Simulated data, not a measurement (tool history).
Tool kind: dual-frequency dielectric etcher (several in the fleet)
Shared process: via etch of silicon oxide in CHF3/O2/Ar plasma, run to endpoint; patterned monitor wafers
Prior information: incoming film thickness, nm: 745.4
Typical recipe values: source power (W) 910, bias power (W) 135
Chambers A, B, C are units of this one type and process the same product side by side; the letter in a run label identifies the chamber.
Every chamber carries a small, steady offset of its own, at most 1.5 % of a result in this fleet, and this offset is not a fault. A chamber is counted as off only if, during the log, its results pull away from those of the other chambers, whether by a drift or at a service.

run	hour	source power (W)	bias power (W)	endpoint time (s)
1B	8.1	910	135	355.07
2C	14.0	910	135	355.80
3A	19.9	910	135	353.71
4B	24.5	910	135	355.36
5C	29.4	910	135	352.74
6A	37.2	910	135	354.53
7C	44.0	910	135	354.84
8A	52.4	910	135	355.39
9B	59.9	910	135	353.76
# hour 63.1: chamber A: wet clean of the chamber
10A	65.7	910	135	354.55
11C	72.1	910	135	356.57
12B	76.5	910	135	354.77
13A	83.2	910	135	356.09
14C	89.2	910	135	359.35
15B	95.1	910	135	355.44
16B	103.8	910	135	355.61
17C	112.7	910	135	362.54
18A	121.5	910	135	353.05
19B	125.8	910	135	355.92
20A	130.9	910	135	352.15
21C	140.1	910	135	368.34
22C	147.4	910	135	367.12
23B	156.1	910	135	354.76
24A	163.8	910	135	355.79
25C	172.9	910	135	368.37
26A	182.5	910	135	355.11
27B	189.3	910	161	337.80
28C	199.0	910	161	349.95
29B	208.5	910	161	335.00

The same settings go to every chamber for the next run, one line per chamber below. Forecast the results for each:
30A	215.4	910	153	?
30B	215.4	910	153	?
30C	215.4	910	153	?

run	endpoint time (s)
30A	339.52
30B	340.58
30C	360.55
